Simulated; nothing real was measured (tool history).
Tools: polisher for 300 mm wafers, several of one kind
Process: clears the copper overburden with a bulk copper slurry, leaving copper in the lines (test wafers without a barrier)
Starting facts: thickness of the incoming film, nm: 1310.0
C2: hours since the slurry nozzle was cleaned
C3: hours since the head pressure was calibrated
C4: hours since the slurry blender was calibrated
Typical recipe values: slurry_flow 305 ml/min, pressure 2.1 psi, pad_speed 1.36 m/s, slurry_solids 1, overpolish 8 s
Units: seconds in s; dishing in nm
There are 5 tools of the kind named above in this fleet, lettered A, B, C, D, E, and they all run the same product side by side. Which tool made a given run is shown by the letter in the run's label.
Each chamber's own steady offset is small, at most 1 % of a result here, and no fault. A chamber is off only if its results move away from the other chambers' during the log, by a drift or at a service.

-- hour=3.7 chamber E: slurry nozzle cleaned
-- hour=9.6 chamber D: worn pad replaced by a new one
run 1B hour=10.9 | slurry_flow=305 pressure=2.1 pad_speed=1.36 slurry_solids=1 overpolish=8 | wafers_polished_on_this_pad=500 C2=608.7 C3=597.9 C4=119.5 | seconds=171.88 dishing=39.527
run 2A hour=23.8 | slurry_flow=305 pressure=2.1 pad_speed=1.36 slurry_solids=1 overpolish=8 | wafers_polished_on_this_pad=371 C2=38.3 C3=75.6 C4=122.9 | seconds=175.58 dishing=39.524
-- hour=26.7 chamber E: slurry blender recalibrated
run 3C hour=32.7 | slurry_flow=305 pressure=2.1 pad_speed=1.36 slurry_solids=1 overpolish=8 | wafers_polished_on_this_pad=607 C2=648.3 C3=480.5 C4=151.7 | seconds=173.9 dishing=39.035
-- hour=38.8 chamber B: worn pad replaced by a new one
run 4D hour=40.2 | slurry_flow=305 pressure=2.1 pad_speed=1.36 slurry_solids=1 overpolish=8 | wafers_polished_on_this_pad=295 C2=862.8 C3=274.5 C4=155 | seconds=178.85 dishing=38.745
-- hour=49.5 chamber C: slurry nozzle cleaned
run 5E hour=49.8 | slurry_flow=305 pressure=2.1 pad_speed=1.36 slurry_solids=1 overpolish=8 | wafers_polished_on_this_pad=569 C2=46.1 C3=450.3 C4=23.1 | seconds=174.49 dishing=39.609
run 6A hour=58.6 | slurry_flow=305 pressure=2.1 pad_speed=1.36 slurry_solids=1 overpolish=8 | wafers_polished_on_this_pad=706 C2=73.1 C3=110.4 C4=157.7 | seconds=174.4 dishing=38.403
-- hour=66.9 chamber A: worn pad replaced by a new one
run 7D hour=72.8 | slurry_flow=305 pressure=2.1 pad_speed=1.36 slurry_solids=1 overpolish=8 | wafers_polished_on_this_pad=608 C2=895.4 C3=307.1 C4=187.6 | seconds=169.1 dishing=38.872
-- hour=87 chamber D: worn pad replaced by a new one
run 8C hour=87.4 | slurry_flow=305 pressure=2.1 pad_speed=1.36 slurry_solids=1 overpolish=8 | wafers_polished_on_this_pad=1134 C2=38 C3=535.2 C4=206.4 | seconds=177.43 dishing=39.118
-- hour=91.3 chamber D: slurry nozzle cleaned
run 9B hour=94.7 | slurry_flow=305 pressure=2.1 pad_speed=1.36 slurry_solids=1 overpolish=8 | wafers_polished_on_this_pad=538 C2=692.5 C3=681.7 C4=203.3 | seconds=176.04 dishing=38.314
run 10E hour=102.7 | slurry_flow=305 pressure=2.1 pad_speed=1.36 slurry_solids=1 overpolish=8 | wafers_polished_on_this_pad=1078 C2=99 C3=503.2 C4=76 | seconds=172.79 dishing=39.176
-- hour=108.9 chamber C: worn pad replaced by a new one
-- hour=115.6 chamber A: slurry blender recalibrated
-- hour=116.4 chamber B: worn pad replaced by a new one
run 11E hour=117.1 | slurry_flow=305 pressure=2.1 pad_speed=1.36 slurry_solids=1 overpolish=8 | wafers_polished_on_this_pad=1217 C2=113.4 C3=517.6 C4=90.4 | seconds=173.72 dishing=38.937
-- hour=117.2 chamber C: head pressure recalibrated
-- hour=120.8 chamber C: slurry blender recalibrated
-- hour=124.9 chamber E: slurry blender recalibrated
run 12D hour=132.4 | slurry_flow=305 pressure=2.1 pad_speed=1.36 slurry_solids=1 overpolish=8 | wafers_polished_on_this_pad=437 C2=41.2 C3=366.7 C4=247.2 | seconds=174.44 dishing=39.549
-- hour=135.6 chamber A: worn pad replaced by a new one
-- hour=145.8 chamber B: slurry blender recalibrated
run 13C hour=147.9 | slurry_flow=305 pressure=2.1 pad_speed=1.36 slurry_solids=1 overpolish=8 | wafers_polished_on_this_pad=375 C2=98.5 C3=30.8 C4=27.1 | seconds=178.05 dishing=38.224
run 14A hour=155.1 | slurry_flow=305 pressure=2.1 pad_speed=1.36 slurry_solids=1 overpolish=8 | wafers_polished_on_this_pad=188 C2=169.6 C3=206.9 C4=39.5 | seconds=168.74 dishing=39.769
-- hour=159.1 chamber B: slurry nozzle cleaned
-- hour=163.9 chamber E: worn pad replaced by a new one
run 15B hour=166.4 | slurry_flow=305 pressure=2.1 pad_speed=1.36 slurry_solids=1 overpolish=8 | wafers_polished_on_this_pad=482 C2=7.4 C3=753.4 C4=20.6 | seconds=170.37 dishing=38.507
-- hour=169.1 chamber D: worn pad replaced by a new one
run 16C hour=180.9 | slurry_flow=305 pressure=2.1 pad_speed=1.36 slurry_solids=1 overpolish=8 | wafers_polished_on_this_pad=693 C2=131.5 C3=63.8 C4=60.1 | seconds=170.94 dishing=39.134
-- hour=187 chamber B: worn pad replaced by a new one
run 17E hour=191.5 | slurry_flow=305 pressure=2.1 pad_speed=1.36 slurry_solids=1 overpolish=8 | wafers_polished_on_this_pad=266 C2=187.8 C3=592 C4=66.7 | seconds=172.11 dishing=39.512
-- hour=193.8 chamber B: head pressure recalibrated
run 18D hour=204.8 | slurry_flow=305 pressure=1.8 pad_speed=1.06 slurry_solids=1 overpolish=8 | wafers_polished_on_this_pad=344 C2=113.6 C3=439.1 C4=319.6 | seconds=260.47 dishing=27.335
-- hour=210.9 chamber A: worn pad replaced by a new one
-- hour=218.1 chamber E: slurry blender recalibrated
run 19A hour=219.6 | slurry_flow=305 pressure=1.8 pad_speed=1.06 slurry_solids=1 overpolish=8 | wafers_polished_on_this_pad=84 C2=234.1 C3=271.4 C4=104 | seconds=257.21 dishing=27.562
run 20B hour=231.8 | slurry_flow=305 pressure=1.8 pad_speed=1.06 slurry_solids=1 overpolish=8 | wafers_polished_on_this_pad=431 C2=72.8 C3=38.1 C4=86 | seconds=294.03 dishing=24.819
-- hour=237.7 chamber D: worn pad replaced by a new one
run 21B hour=240.3 | slurry_flow=305 pressure=1.8 pad_speed=1.06 slurry_solids=1 overpolish=8 | wafers_polished_on_this_pad=513 C2=81.3 C3=46.6 C4=94.5 | seconds=294.7 dishing=24.789
-- hour=244.7 chamber C: worn pad replaced by a new one
run 22A hour=249.7 | slurry_flow=305 pressure=1.8 pad_speed=1.06 slurry_solids=1 overpolish=8 | wafers_polished_on_this_pad=373 C2=264.2 C3=301.5 C4=134.1 | seconds=257.85 dishing=27.793
-- hour=254 chamber B: worn pad replaced by a new one
run 23D hour=262.8 | slurry_flow=305 pressure=2.1 pad_speed=1.36 slurry_solids=1 overpolish=12 | wafers_polished_on_this_pad=242 C2=171.6 C3=497.1 C4=377.6 | seconds=169.56 dishing=52.807
run 24C hour=278 | slurry_flow=305 pressure=2.1 pad_speed=1.36 slurry_solids=1 overpolish=12 | wafers_polished_on_this_pad=320 C2=228.6 C3=160.9 C4=157.2 | seconds=175.72 dishing=53.598
run 25E hour=286.1 | slurry_flow=305 pressure=2.1 pad_speed=1.36 slurry_solids=1 overpolish=12 | wafers_polished_on_this_pad=1177 C2=282.4 C3=686.6 C4=68 | seconds=175.93 dishing=53.41
run 26B hour=294.7 | slurry_flow=305 pressure=2.1 pad_speed=1.36 slurry_solids=1 overpolish=12 | wafers_polished_on_this_pad=392 C2=135.7 C3=101 C4=148.9 | seconds=197.15 dishing=49.335
-- hour=295.2 chamber A: worn pad replaced by a new one
run 27D hour=307.1 | slurry_flow=305 pressure=2.1 pad_speed=1.36 slurry_solids=1 overpolish=12 | wafers_polished_on_this_pad=668 C2=215.9 C3=541.4 C4=421.9 | seconds=173.64 dishing=53.126
run 28E hour=314.4 | slurry_flow=305 pressure=2.1 pad_speed=1.36 slurry_solids=1 overpolish=8 | wafers_polished_on_this_pad=1449 C2=310.7 C3=714.9 C4=96.3 | seconds=173.26 dishing=39.582
-- hour=316.7 chamber E: worn pad replaced by a new one
-- hour=319.2 chamber D: slurry blender recalibrated
-- hour=320 chamber D: worn pad replaced by a new one
-- hour=325 chamber A: slurry blender recalibrated
run 29A hour=327.1 | slurry_flow=305 pressure=2.1 pad_speed=1.36 slurry_solids=1 overpolish=8 | wafers_polished_on_this_pad=307 C2=341.6 C3=378.9 C4=2.1 | seconds=176.75 dishing=38.829
-- hour=334.1 chamber E: slurry blender recalibrated
run 30C hour=334.9 | slurry_flow=305 pressure=2.1 pad_speed=1.36 slurry_solids=1 overpolish=8 | wafers_polished_on_this_pad=868 C2=285.5 C3=217.8 C4=214.1 | seconds=175.26 dishing=39.342
-- hour=339.3 chamber B: worn pad replaced by a new one
run 31C hour=350.6 | slurry_flow=305 pressure=2.1 pad_speed=1.36 slurry_solids=1 overpolish=8 | wafers_polished_on_this_pad=1019 C2=301.2 C3=233.5 C4=229.8 | seconds=172.52 dishing=38.968
run 32E hour=365.2 | slurry_flow=305 pressure=2.1 pad_speed=1.36 slurry_solids=1 overpolish=8 | wafers_polished_on_this_pad=467 C2=361.5 C3=765.7 C4=31.1 | seconds=176.06 dishing=38.827
-- hour=368 chamber A: worn pad replaced by a new one
run 33D hour=375.9 | slurry_flow=305 pressure=2.1 pad_speed=1.36 slurry_solids=1 overpolish=8 | wafers_polished_on_this_pad=539 C2=284.7 C3=610.2 C4=56.7 | seconds=174.19 dishing=38.829
run 34B hour=384.4 | slurry_flow=305 pressure=2.1 pad_speed=1.36 slurry_solids=1 overpolish=8 | wafers_polished_on_this_pad=434 C2=225.4 C3=190.7 C4=238.6 | seconds=193.13 dishing=35.426
run 35A hour=393.5 | slurry_flow=305 pressure=2.1 pad_speed=1.36 slurry_solids=1 overpolish=8 | wafers_polished_on_this_pad=245 C2=408 C3=445.3 C4=68.5 | seconds=177.09 dishing=39.639

Is one chamber off against the others, does the gauge drift, or is nothing wrong? If a chamber is off, say which, and what the likeliest cause is.

Chamber B has stood off from the others ever since a service on it.
Likeliest cause: head's pressure below its setpoint, % = 9.28.

Chamber B could run next with any of the 4 candidate recipes listed below; each alters the usual settings, and their results appear as question marks. Which one brings its results back in line with what the other chambers deliver on the usual settings?
In line means no further than this from the other chambers' mean on the usual settings: seconds 9.4 s; dishing 1.7 nm
run 36B-1 hour=404.8 | slurry_flow=310 pressure=2.3 pad_speed=1.52 slurry_solids=1 overpolish=8 | seconds=? dishing=?
run 36B-2 hour=404.8 | slurry_flow=305 pressure=2.2 pad_speed=1.44 slurry_solids=1 overpolish=8 | seconds=? dishing=?
run 36B-3 hour=404.8 | slurry_flow=305 pressure=2 pad_speed=1.28 slurry_solids=1 overpolish=8 | seconds=? dishing=?
run 36B-4 hour=404.8 | slurry_flow=300 pressure=1.9 pad_speed=1.22 slurry_solids=1 overpolish=8 | seconds=? dishing=?

Mean of the other chambers on the usual settings: seconds 174.41 s; dishing 39.134 nm
run=36B-1 seconds=159.64 dishing=42.004
run=36B-2 seconds=176.42 dishing=38.68
run=36B-3 seconds=218.3 dishing=32.305
run=36B-4 seconds=241.49 dishing=29.596
36B-2 brings the chamber back in line.
